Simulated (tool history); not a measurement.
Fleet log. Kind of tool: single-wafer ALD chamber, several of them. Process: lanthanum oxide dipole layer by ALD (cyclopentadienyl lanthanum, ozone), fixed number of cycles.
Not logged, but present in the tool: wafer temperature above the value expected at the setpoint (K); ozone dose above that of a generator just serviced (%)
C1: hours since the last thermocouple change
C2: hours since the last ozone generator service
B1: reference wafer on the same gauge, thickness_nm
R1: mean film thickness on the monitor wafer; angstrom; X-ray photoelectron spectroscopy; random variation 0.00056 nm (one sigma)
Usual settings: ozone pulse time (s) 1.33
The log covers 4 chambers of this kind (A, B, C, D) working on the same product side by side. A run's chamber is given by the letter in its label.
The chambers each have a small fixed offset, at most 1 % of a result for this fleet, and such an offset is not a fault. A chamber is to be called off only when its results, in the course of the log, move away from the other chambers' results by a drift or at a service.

run 1D hour=2.2 | ozone_pulse_time_(s)=1.33 | C1=456.5 C2=687.6 | B1=0.49698 | R1=5.3609
-- hour=4.5 chamber A: thermocouple changed; heater temperature recalibrated
run 2A hour=6.5 | ozone_pulse_time_(s)=1.33 | C1=2.1 C2=1062.0 | B1=0.49686 | R1=5.3712
run 3C hour=9.2 | ozone_pulse_time_(s)=1.33 | C1=1639.0 C2=1248.7 | B1=0.49681 | R1=5.4040
run 4B hour=12.0 | ozone_pulse_time_(s)=1.33 | C1=1644.5 C2=382.7 | B1=0.49680 | R1=5.4248
run 5D hour=16.7 | ozone_pulse_time_(s)=1.33 | C1=471.0 C2=702.1 | B1=0.49664 | R1=5.3681
run 6C hour=20.0 | ozone_pulse_time_(s)=1.33 | C1=1649.8 C2=1259.5 | B1=0.49678 | R1=5.3986
run 7B hour=23.2 | ozone_pulse_time_(s)=1.33 | C1=1655.7 C2=393.9 | B1=0.49655 | R1=5.4116
run 8A hour=26.9 | ozone_pulse_time_(s)=1.01 | C1=22.5 C2=1082.4 | B1=0.49649 | R1=5.0044
run 9A hour=31.2 | ozone_pulse_time_(s)=1.01 | C1=26.8 C2=1086.7 | B1=0.49646 | R1=5.0052
run 10B hour=35.3 | ozone_pulse_time_(s)=1.01 | C1=1667.8 C2=406.0 | B1=0.49644 | R1=5.0598
run 11C hour=37.9 | ozone_pulse_time_(s)=1.01 | C1=1667.7 C2=1277.4 | B1=0.49632 | R1=5.0319
run 12D hour=42.1 | ozone_pulse_time_(s)=1.33 | C1=496.4 C2=727.5 | B1=0.49635 | R1=5.3563
run 13D hour=45.9 | ozone_pulse_time_(s)=1.33 | C1=500.2 C2=731.3 | B1=0.49627 | R1=5.3621
run 14C hour=48.2 | ozone_pulse_time_(s)=1.33 | C1=1678.0 C2=1287.7 | B1=0.49621 | R1=5.4143
run 15B hour=50.8 | ozone_pulse_time_(s)=1.33 | C1=1683.3 C2=421.5 | B1=0.49636 | R1=5.4146
run 16A hour=54.6 | ozone_pulse_time_(s)=1.33 | C1=50.2 C2=1110.1 | B1=0.49623 | R1=5.3711
run 17C hour=57.9 | ozone_pulse_time_(s)=1.33 | C1=1687.7 C2=1297.4 | B1=0.49604 | R1=5.4004
run 18B hour=60.1 | ozone_pulse_time_(s)=1.33 | C1=1692.6 C2=430.8 | B1=0.49598 | R1=5.4032
run 19A hour=63.1 | ozone_pulse_time_(s)=1.33 | C1=58.7 C2=1118.6 | B1=0.49602 | R1=5.3598
run 20D hour=66.2 | ozone_pulse_time_(s)=1.33 | C1=520.5 C2=751.6 | B1=0.49587 | R1=5.3644
run 21A hour=69.5 | ozone_pulse_time_(s)=1.33 | C1=65.1 C2=1125.0 | B1=0.49585 | R1=5.3646
run 22B hour=72.6 | ozone_pulse_time_(s)=1.33 | C1=1705.1 C2=443.3 | B1=0.49572 | R1=5.4155
run 23D hour=76.9 | ozone_pulse_time_(s)=1.12 | C1=531.2 C2=762.3 | B1=0.49585 | R1=5.1362
run 24C hour=80.8 | ozone_pulse_time_(s)=1.12 | C1=1710.6 C2=1320.3 | B1=0.49570 | R1=5.1816
run 25D hour=85.4 | ozone_pulse_time_(s)=1.12 | C1=539.7 C2=770.8 | B1=0.49556 | R1=5.1451
run 26A hour=87.5 | ozone_pulse_time_(s)=1.12 | C1=83.1 C2=1143.0 | B1=0.49542 | R1=5.1426
run 27C hour=92.0 | ozone_pulse_time_(s)=1.33 | C1=1721.8 C2=1331.5 | B1=0.49542 | R1=5.3872
run 28B hour=95.6 | ozone_pulse_time_(s)=0.86 | C1=1728.1 C2=466.3 | B1=0.49549 | R1=4.7896
run 29A hour=98.0 | ozone_pulse_time_(s)=0.86 | C1=93.6 C2=1153.5 | B1=0.49527 | R1=4.7123
run 30D hour=100.3 | ozone_pulse_time_(s)=0.86 | C1=554.6 C2=785.7 | B1=0.49524 | R1=4.7228
run 31B hour=103.1 | ozone_pulse_time_(s)=0.86 | C1=1735.6 C2=473.8 | B1=0.49534 | R1=4.7795
run 32C hour=107.2 | ozone_pulse_time_(s)=1.33 | C1=1737.0 C2=1346.7 | B1=0.49517 | R1=5.3960
run 33D hour=110.6 | ozone_pulse_time_(s)=1.33 | C1=564.9 C2=796.0 | B1=0.49528 | R1=5.3472
run 34B hour=114.1 | ozone_pulse_time_(s)=1.33 | C1=1746.6 C2=484.8 | B1=0.49503 | R1=5.4107
run 35A hour=117.3 | ozone_pulse_time_(s)=1.33 | C1=112.9 C2=1172.8 | B1=0.49515 | R1=5.3551
run 36C hour=120.1 | ozone_pulse_time_(s)=1.33 | C1=1749.9 C2=1359.6 | B1=0.49499 | R1=5.3949
run 37A hour=124.6 | ozone_pulse_time_(s)=1.33 | C1=120.2 C2=1180.1 | B1=0.49491 | R1=5.3568

What goes on in this fleet: one chamber off, a drifting gauge, or nothing beyond the chambers' own small offsets? Name the chamber and the cause, if any.

The gauge drifts, so all chambers seem to drift together. No chamber is off.
Cause: gauge reads low (%) = 0.431.
